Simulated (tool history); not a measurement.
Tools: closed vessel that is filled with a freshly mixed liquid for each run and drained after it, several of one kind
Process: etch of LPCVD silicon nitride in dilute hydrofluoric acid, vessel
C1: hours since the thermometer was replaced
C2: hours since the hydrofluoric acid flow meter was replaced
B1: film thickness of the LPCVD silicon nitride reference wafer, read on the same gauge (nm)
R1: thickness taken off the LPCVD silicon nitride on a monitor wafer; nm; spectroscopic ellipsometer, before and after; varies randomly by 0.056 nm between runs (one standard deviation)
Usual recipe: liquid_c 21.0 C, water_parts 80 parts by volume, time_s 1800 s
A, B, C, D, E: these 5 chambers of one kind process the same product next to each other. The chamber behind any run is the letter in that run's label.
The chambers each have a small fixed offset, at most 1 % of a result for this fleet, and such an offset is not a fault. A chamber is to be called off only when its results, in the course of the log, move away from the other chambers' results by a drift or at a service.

Run 1B, hour 9.8: usual settings; C1 70.4; C2 1126.1; B1 39.981. Result: R1 8.2941 nm.
Run 2C, hour 22.9: usual settings; C1 1705.2; C2 1368.4; B1 39.994. Result: R1 8.3514 nm.
Run 3D, hour 31.0: usual settings; C1 1591.5; C2 1468.8; B1 40.039. Result: R1 8.2795 nm.
At hour 40.8: chamber A: hydrofluoric acid flow meter replaced.
Run 4E, hour 43.2: usual settings; C1 525.8; C2 131.8; B1 39.948. Result: R1 8.3339 nm.
Run 5A, hour 56.4: usual settings; C1 1996.4; C2 15.7; B1 39.969. Result: R1 8.2887 nm.
Run 6B, hour 63.8: usual settings but water_parts 45 parts by volume, time_s 2630 s; C1 124.4; C2 1180.1; B1 39.929. Result: R1 21.2940 nm.
Run 7A, hour 73.7: usual settings but water_parts 45 parts by volume, time_s 2630 s; C1 2013.7; C2 33.0; B1 40.076. Result: R1 21.2010 nm.
At hour 82.1: chamber D: hydrofluoric acid flow meter replaced.
Run 8D, hour 84.3: usual settings but water_parts 45 parts by volume, time_s 2630 s; C1 1644.8; C2 2.3; B1 39.949. Result: R1 20.9800 nm.
Run 9C, hour 94.0: usual settings but water_parts 45 parts by volume, time_s 2630 s; C1 1776.3; C2 1439.5; B1 40.034. Result: R1 21.6400 nm.
At hour 98.9: chamber C: thermometer replaced.
Run 10E, hour 101.4: usual settings but water_parts 45 parts by volume, time_s 2630 s; C1 584.0; C2 190.0; B1 40.021. Result: R1 21.2620 nm.
Run 11E, hour 116.7: usual settings; C1 599.3; C2 205.3; B1 40.025. Result: R1 8.4975 nm.
Run 12C, hour 127.3: usual settings; C1 28.4; C2 1472.8; B1 40.006. Result: R1 8.3119 nm.
Run 13D, hour 142.3: usual settings; C1 1702.8; C2 60.3; B1 39.990. Result: R1 8.3287 nm.
Run 14B, hour 156.6: usual settings; C1 217.2; C2 1272.9; B1 40.012. Result: R1 8.2373 nm.
Run 15A, hour 165.6: usual settings; C1 2105.6; C2 124.9; B1 39.972. Result: R1 8.2091 nm.
Run 16B, hour 178.9: usual settings but liquid_c 17.0 C, water_parts 105 parts by volume; C1 239.5; C2 1295.2; B1 39.985. Result: R1 4.8795 nm.
Run 17E, hour 189.4: usual settings but liquid_c 17.0 C, water_parts 105 parts by volume; C1 672.0; C2 278.0; B1 39.941. Result: R1 5.0096 nm.
Run 18D, hour 202.7: usual settings but liquid_c 17.0 C, water_parts 105 parts by volume; C1 1763.2; C2 120.7; B1 39.985. Result: R1 4.7915 nm.
Run 19A, hour 217.6: usual settings but liquid_c 17.0 C, water_parts 105 parts by volume; C1 2157.6; C2 176.9; B1 40.023. Result: R1 4.8087 nm.
Run 20C, hour 225.7: usual settings but liquid_c 17.0 C, water_parts 105 parts by volume; C1 126.8; C2 1571.2; B1 39.954. Result: R1 4.8841 nm.
At hour 233.1: chamber C: hydrofluoric acid flow meter replaced.
Run 21D, hour 239.0: usual settings; C1 1799.5; C2 157.0; B1 39.980. Result: R1 8.2249 nm.
Run 22A, hour 246.3: usual settings; C1 2186.3; C2 205.6; B1 39.987. Result: R1 8.3136 nm.
Run 23E, hour 258.9: usual settings; C1 741.5; C2 347.5; B1 40.004. Result: R1 8.7709 nm.
Run 24B, hour 274.8: usual settings; C1 335.4; C2 1391.1; B1 40.007. Result: R1 8.4037 nm.
Run 25C, hour 285.7: usual settings; C1 186.8; C2 52.7; B1 39.978. Result: R1 8.3588 nm.
Run 26D, hour 299.8: usual settings; C1 1860.3; C2 217.8; B1 40.038. Result: R1 8.3142 nm.
Run 27E, hour 308.8: usual settings; C1 791.4; C2 397.4; B1 40.000. Result: R1 8.9858 nm.
Run 28B, hour 317.2: usual settings; C1 377.8; C2 1433.5; B1 40.017. Result: R1 8.2997 nm.
Run 29C, hour 326.4: usual settings; C1 227.5; C2 93.4; B1 40.000. Result: R1 8.3598 nm.
Run 30A, hour 334.1: usual settings; C1 2274.1; C2 293.4; B1 40.032. Result: R1 8.2663 nm.
Run 31B, hour 342.2: usual settings; C1 402.8; C2 1458.5; B1 40.001. Result: R1 8.3009 nm.

All chambers now run identical settings, listed one chamber a line with results as question marks. What results will each chamber show?
Run 32A, hour 353.5: usual settings but liquid_c 23.5 C. Result: R1 ?.
Run 32B, hour 353.5: usual settings but liquid_c 23.5 C. Result: R1 ?.
Run 32C, hour 353.5: usual settings but liquid_c 23.5 C. Result: R1 ?.
Run 32D, hour 353.5: usual settings but liquid_c 23.5 C. Result: R1 ?.
Run 32E, hour 353.5: usual settings but liquid_c 23.5 C. Result: R1 ?.

run       R1
32A   9.8472
32B   9.7153
32C   9.7225
32D   9.8453
32E  10.7400

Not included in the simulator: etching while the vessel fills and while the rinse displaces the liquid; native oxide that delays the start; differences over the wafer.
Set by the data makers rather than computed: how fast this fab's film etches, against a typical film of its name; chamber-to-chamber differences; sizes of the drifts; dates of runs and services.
